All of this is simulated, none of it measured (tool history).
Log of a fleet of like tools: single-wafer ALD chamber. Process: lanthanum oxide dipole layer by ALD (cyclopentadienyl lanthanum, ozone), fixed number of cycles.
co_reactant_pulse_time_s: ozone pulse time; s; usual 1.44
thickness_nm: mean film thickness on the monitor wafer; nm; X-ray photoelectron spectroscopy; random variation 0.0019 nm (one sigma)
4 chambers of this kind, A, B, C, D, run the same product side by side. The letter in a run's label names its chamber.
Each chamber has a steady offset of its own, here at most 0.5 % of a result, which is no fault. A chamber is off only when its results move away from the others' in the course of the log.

| run | hour | co_reactant_pulse_time_s | read-back reference wafer on the same gauge, thickness_nm | thickness_nm |
|---|---|---|---|---|
| 1B | 7.4 | 1.44 | 0.52478 | 0.54193 |
| 2D | 13.1 | 1.44 | 0.52461 | 0.54540 |
| 3A | 24.1 | 1.44 | 0.52434 | 0.54302 |
| 4C | 29.2 | 1.44 | 0.52440 | 0.54196 |
| 5D | 35.1 | 1.44 | 0.52514 | 0.54672 |
| 6C | 44.3 | 1.44 | 0.52494 | 0.54824 |
| 7B | 54.6 | 1.01 | 0.52520 | 0.50026 |
| 8A | 65.7 | 1.01 | 0.52493 | 0.50447 |
| 9A | 74.0 | 1.01 | 0.52477 | 0.50254 |
| 10D | 84.8 | 1.01 | 0.52499 | 0.50328 |
| 11B | 93.8 | 1.44 | 0.52521 | 0.54404 |
| 12C | 103.2 | 1.44 | 0.52454 | 0.54580 |
| 13C | 114.4 | 1.44 | 0.52478 | 0.54336 |
| 14B | 121.8 | 1.44 | 0.52547 | 0.54492 |
| 15A | 132.4 | 1.85 | 0.52476 | 0.56305 |
|  | 135.4 | chamber D: ozone generator serviced |
| 16D | 137.9 | 1.85 | 0.52507 | 0.56703 |
| 17B | 148.2 | 1.85 | 0.52539 | 0.56443 |
| 18A | 153.3 | 1.85 | 0.52533 | 0.56431 |
| 19D | 161.1 | 1.44 | 0.52455 | 0.54706 |
| 20C | 168.9 | 1.44 | 0.52504 | 0.54194 |
| 21D | 176.2 | 1.44 | 0.52506 | 0.54612 |
| 22B | 184.0 | 1.44 | 0.52488 | 0.54729 |
| 23C | 194.4 | 1.44 | 0.52509 | 0.54175 |
| 24A | 201.6 | 1.44 | 0.52517 | 0.54508 |
|  | 209.1 | chamber C: ozone generator serviced |
| 25B | 212.4 | 1.44 | 0.52517 | 0.54375 |
| 26D | 220.7 | 1.44 | 0.52469 | 0.54374 |
| 27C | 229.7 | 1.44 | 0.52430 | 0.54354 |
| 28A | 237.5 | 1.44 | 0.52517 | 0.54909 |
| 29D | 246.7 | 1.44 | 0.52477 | 0.54385 |

Is one chamber off against the others, does the gauge drift, or is nothing wrong? If a chamber is off, say which, and what the likeliest cause is.

No chamber stands off beyond its own small offset, and the gauge holds steady.

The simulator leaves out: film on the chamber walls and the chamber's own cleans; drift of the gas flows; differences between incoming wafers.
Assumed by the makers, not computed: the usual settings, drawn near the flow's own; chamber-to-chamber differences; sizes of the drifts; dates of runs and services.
